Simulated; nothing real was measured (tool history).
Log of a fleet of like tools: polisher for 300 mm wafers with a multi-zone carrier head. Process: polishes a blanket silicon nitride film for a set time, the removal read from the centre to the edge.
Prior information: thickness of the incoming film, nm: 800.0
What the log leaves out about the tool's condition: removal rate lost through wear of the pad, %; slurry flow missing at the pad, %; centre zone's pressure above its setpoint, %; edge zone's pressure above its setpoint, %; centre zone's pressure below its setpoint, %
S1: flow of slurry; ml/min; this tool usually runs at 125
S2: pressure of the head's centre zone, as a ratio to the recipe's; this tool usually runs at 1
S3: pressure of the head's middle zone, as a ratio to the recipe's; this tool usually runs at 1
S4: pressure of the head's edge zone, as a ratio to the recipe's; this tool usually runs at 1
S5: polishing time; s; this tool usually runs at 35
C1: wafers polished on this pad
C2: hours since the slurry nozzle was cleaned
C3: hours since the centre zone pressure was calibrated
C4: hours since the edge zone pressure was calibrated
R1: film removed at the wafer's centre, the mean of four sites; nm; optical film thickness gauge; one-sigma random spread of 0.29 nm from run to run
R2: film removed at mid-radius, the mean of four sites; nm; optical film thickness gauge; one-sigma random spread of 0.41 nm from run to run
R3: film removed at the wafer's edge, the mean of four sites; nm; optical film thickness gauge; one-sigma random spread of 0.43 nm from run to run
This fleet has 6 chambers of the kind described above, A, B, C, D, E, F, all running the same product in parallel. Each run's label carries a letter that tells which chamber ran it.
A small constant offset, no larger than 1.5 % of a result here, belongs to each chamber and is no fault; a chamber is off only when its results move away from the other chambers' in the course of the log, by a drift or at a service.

run   hour   S1    S2    S3  S4  S5    C1     C2      C3      C4      R1      R2      R3
       3.5  -- chamber A: worn pad replaced by a new one
 1D    9.6  125     1     1   1  35   853   88.7   221.7   326.4  44.095  44.057  44.472
 2A   16.5  125     1     1   1  35    91  148.3   603.7     443  44.848  43.898  44.345
 3F   28.1  125     1     1   1  35   272   59.4   707.1  1056.8  45.132   45.24  45.774
      32.8  -- chamber E: worn pad replaced by a new one
 4C   33.7  125     1     1   1  35   474  645.3   915.7   682.2  44.787  44.529  45.078
      39.8  -- chamber D: worn pad replaced by a new one
 5B   43.3  125     1     1   1  35   555  545.8   416.8      55   43.87  44.682  44.608
 6E     52  125     1     1   1  35   135  112.8   391.1   157.8  44.711  44.041   45.23
 7D   59.3  125     1     1   1  35   136  138.4   271.4   376.1  44.355  44.002  45.389
 8F   64.7  125     1     1   1  35   528     96   743.7  1093.4  44.908   45.13  44.647
      68.4  -- chamber A: slurry nozzle cleaned
        72  -- chamber F: worn pad replaced by a new one
 9B   72.4  125     1     1   1  35   759  574.9   445.9    84.1  44.358  44.364  45.315
      75.6  -- chamber C: worn pad replaced by a new one
      78.3  -- chamber C: edge zone pressure recalibrated
10A   83.6  125     1     1   1  35   561   15.3   670.8   510.1  45.022  44.455  44.181
11C   91.1  125     1     1   1  35   108  702.7   973.1    12.9  44.554  44.072  44.884
12E   97.1  125     1     1   1  35   451  157.9   436.2   202.9  44.337  44.198  43.719
13C  105.6  125     1     1   1  35   210  717.2   987.6    27.4  44.684  43.723   44.49
14F  115.2  125     1  1.09   1  44   302  146.5   794.2  1143.9  56.198  60.567  56.606
       120  -- chamber D: edge zone pressure recalibrated
15A  121.5  125     1  1.09   1  44   826   53.2   708.7     548  56.418  60.814  55.157
     127.6  -- chamber F: centre zone pressure recalibrated
     129.4  -- chamber B: worn pad replaced by a new one
16D  129.7  125     1  1.09   1  44   629  208.8   341.8     9.7  56.253  60.504  56.196
17E  140.4  125     1  1.09   1  44   754  201.2   479.5   246.2  56.136  59.525   55.93
     144.1  -- chamber F: worn pad replaced by a new one
     145.4  -- chamber B: centre zone pressure recalibrated
18B  149.1  125     1  1.09   1  44   138  651.6     3.7   160.8  56.329  60.395  55.554
     152.2  -- chamber A: worn pad replaced by a new one
19F  158.3  125     1  1.09   1  44    99  189.6    30.8    1187  52.984  61.013  56.454
     164.7  -- chamber C: slurry nozzle cleaned
20B  167.2  125     1     1   1  35   264  669.7    21.8   178.9   44.51  44.697  45.582
21C  173.1  125     1     1   1  35   683    8.4  1055.1    94.9  44.536  43.913  44.354
22D    183  125     1     1   1  35  1003  262.1   395.1      63  43.737  44.031  44.776
     185.1  -- chamber D: worn pad replaced by a new one
23A  188.7  125  0.92     1   1  27   256  120.4   775.9   615.2  31.582  34.225  34.566
24E  195.4  125  0.92     1   1  27  1139  256.2   534.5   301.2  31.172  34.042  34.075
     197.3  -- chamber F: edge zone pressure recalibrated
25D  204.3  125  0.92     1   1  27   135  283.4   416.4    84.3  31.449  34.248  35.006
26F  212.5  125  0.92     1   1  27   479  243.8      85    15.3  29.525  34.902  34.842
     215.4  -- chamber C: worn pad replaced by a new one
     217.1  -- chamber E: worn pad replaced by a new one
27A  219.1  125  0.92     1   1  27   469  150.8   806.3   645.6  31.505  33.988  35.178
28E  228.6  125  0.92     1   1  27    80  289.4   567.7   334.4  31.464  34.023  33.559
     234.3  -- chamber F: worn pad replaced by a new one
29B  236.1   90     1     1   1  35   747  738.6    90.7   247.8  40.325  40.037  41.881
30C  244.3   90     1     1   1  35   202   79.6  1126.3   166.1  41.179  41.124  42.192
31E  254.5   90     1     1   1  35   262  315.3   593.6   360.3  40.108  40.091  41.767
32F  261.5   90     1     1   1  35   190  292.8     134    64.3  37.235  41.028  42.014
33C    269   90     1     1   1  35   375  104.3    1151   190.8  40.757  41.114  42.286
34D  279.6   90     1     1   1  35   662  358.7   491.7   159.6  40.559  40.321  42.291
35B    290  125     1     1   1  35  1125  792.5   144.6   301.7   44.93  44.544  45.199
36A  298.8  125     1     1   1  35  1027  230.5     886   725.3  44.369  44.986  44.412
     304.8  -- chamber F: worn pad replaced by a new one
37F  310.1  125     1     1   1  35    37  341.4   182.6   112.9   41.34  45.118  44.876
     310.9  -- chamber A: worn pad replaced by a new one
38D  316.3  155     1     1   1  26   919  395.4   528.4   196.3  34.539  34.679  34.425
     316.5  -- chamber A: slurry nozzle cleaned
39C  324.6  155     1     1   1  26   765  159.9  1206.6   246.4  34.885  34.487  33.851
40A  330.2  155     1     1   1  26   135   13.7   917.4   756.7  35.363  34.672  34.482

Read the log: is a single chamber off, either drifting away or since a service, is the gauge that measures every chamber drifting, or is nothing wrong beyond small per-chamber offsets? Name any odd chamber and what most likely caused it.

After it was serviced, chamber F no longer matches the other chambers.
Most likely cause: centre zone's pressure below its setpoint, % = 6.38.

Below are 4 candidate recipes for chamber F's next run, each the usual settings with a change, their results shown as question marks. Which of them brings F's results back in line with what the other chambers give on the usual settings?
Maximum distance from the other chambers' mean on the usual settings for a result to count as in line: R1 1 nm; R2 1.4 nm; R3 1.5 nm
41F-1  338.7  120  0.94  1.02  1.02  35                   ?   ?   ?
41F-2  338.7  125  0.98  1.01  1.01  35                   ?   ?   ?
41F-3  338.7  130  1.06  0.98  0.98  35                   ?   ?   ?
41F-4  338.7  125  1.02  0.99  0.99  35                   ?   ?   ?

The mean the other chambers reach with the usual settings: R1 44.595 nm; R2 44.341 nm; R3 44.601 nm
  run      R1      R2      R3
41F-1  38.356  45.383  44.817
41F-2  40.582  45.402  44.888
41F-3  44.636  44.556  44.472
41F-4  42.385   44.58  44.428
The answer is 41F-3, which returns the chamber to within the allowed miss of the others.
